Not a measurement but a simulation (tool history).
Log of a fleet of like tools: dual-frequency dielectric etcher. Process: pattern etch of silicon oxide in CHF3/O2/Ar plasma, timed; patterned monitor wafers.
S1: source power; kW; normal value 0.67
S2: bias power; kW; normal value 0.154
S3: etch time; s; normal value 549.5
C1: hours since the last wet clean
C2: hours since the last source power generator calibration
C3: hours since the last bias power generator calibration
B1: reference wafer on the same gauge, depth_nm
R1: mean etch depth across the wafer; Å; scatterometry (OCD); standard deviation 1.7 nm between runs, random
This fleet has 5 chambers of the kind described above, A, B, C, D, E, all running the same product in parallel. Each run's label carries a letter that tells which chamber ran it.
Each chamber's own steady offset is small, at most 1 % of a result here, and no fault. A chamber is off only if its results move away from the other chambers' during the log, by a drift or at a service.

run	hour	S1	S2	S3	C1	C2	C3	B1	R1
1D	9.3	0.67	0.154	549.5	460.2	842.2	158.3	1220	10772
2E	21	0.67	0.154	549.5	396.9	1386.1	1279.9	1220.1	10827
3C	31.5	0.67	0.154	549.5	45	1506.5	1992.5	1220.5	10740
4B	44.2	0.67	0.154	549.5	198	4615	1161.6	1220.6	10822
5A	57.6	0.67	0.135	673.5	614.8	526	2857.5	1220.8	12747
6C	69	0.67	0.135	673.5	82.5	1544	2030	1221.1	12631
7D	76.7	0.67	0.135	673.5	527.6	909.6	225.7	1221.9	12627
8B	84.4	0.67	0.135	673.5	238.2	4655.2	1201.8	1222.3	12761
9E	95.9	0.67	0.135	673.5	471.8	1461	1354.8	1222.2	12693
10A	108.6	0.67	0.154	549.5	665.8	577	2908.5	1221.8	10841
11E	114.4	0.67	0.154	549.5	490.3	1479.5	1373.3	1221.7	10804
12A	121	0.67	0.154	549.5	678.2	589.4	2920.9	1222	10842
# hour 121.7: chamber A: wet clean of the chamber
13B	128.1	0.67	0.154	549.5	281.9	4698.9	1245.5	1222.5	10878
14C	140.4	0.67	0.133	549.5	153.9	1615.4	2101.4	1222.5	10261
# hour 147.1: chamber B: source power generator calibrated
15D	148.5	0.67	0.133	549.5	599.4	981.4	297.5	1223.1	10298
16B	159.2	0.67	0.133	549.5	313	12.1	1276.6	1222.7	10368
17D	170.3	0.67	0.133	549.5	621.2	1003.2	319.3	1223	10305
18A	177.9	0.67	0.133	549.5	56.3	646.3	2977.8	1223.1	10388
19C	186.1	0.67	0.154	549.5	199.6	1661.1	2147.1	1223.3	10751
20E	197.7	0.67	0.13	670	573.6	1562.8	1456.6	1223	12530
21C	209.2	0.67	0.13	670	222.7	1684.2	2170.2	1223.6	12426
22A	215.4	0.67	0.13	670	93.8	683.8	3015.3	1223.8	12553
# hour 215.5: chamber D: wet clean of the chamber
23E	225.8	0.67	0.13	670	601.7	1590.9	1484.7	1223.8	12506
# hour 233.4: chamber E: wet clean of the chamber
24D	234.1	0.67	0.13	670	18.6	1067	383.1	1224.2	12524
25B	246.3	0.67	0.154	549.5	400.1	99.2	1363.7	1223.8	10883
26D	253.9	0.72	0.154	549.5	38.4	1086.8	402.9	1224.3	11142
# hour 255.7: chamber B: wet clean of the chamber
27B	264.5	0.72	0.154	549.5	8.8	117.4	1381.9	1224.5	11214
28A	273.6	0.72	0.154	549.5	152	742	3073.5	1225.1	11208
29C	279.9	0.72	0.154	549.5	293.4	1754.9	2240.9	1224.8	11094
30E	291.1	0.72	0.154	549.5	57.8	1656.2	1550	1225.1	11146
31A	303.5	0.67	0.154	549.5	181.9	771.9	3103.4	1225.4	10889
32E	316	0.67	0.154	549.5	82.7	1681.1	1574.9	1225.8	10859
# hour 322.2: chamber B: bias power generator calibrated
33C	329.3	0.67	0.154	549.5	342.8	1804.3	2290.3	1225.5	10800
34D	341.5	0.67	0.154	549.5	126	1174.4	490.5	1226.1	10841
35B	354.5	0.67	0.154	549.5	98.8	207.4	32.4	1226.6	10915
36B	367.8	0.67	0.154	549.5	112.1	220.7	45.7	1226.9	10902
37E	375.1	0.67	0.154	549.5	141.8	1740.2	1634	1227	10861
38A	385	0.67	0.154	549.5	263.4	853.4	3184.9	1226.6	10848
39C	394.1	0.67	0.154	549.5	407.6	1869.1	2355.1	1226.7	10827
40D	403.9	0.56	0.127	549.5	188.4	1236.8	552.9	1227.1	9518.6
41E	416.9	0.56	0.127	549.5	183.6	1782	1675.8	1226.7	9512.5
42C	426.7	0.56	0.127	549.5	440.2	1901.7	2387.7	1227.2	9477

One chamber off, gauge drift, or nothing amiss beyond the chambers' own small offsets? If it is a chamber, which one, and what is the likeliest cause?

Gauge drift. The chambers move together only on paper, and none stands off.
Likeliest cause: gauge reads high (%) = 0.631.
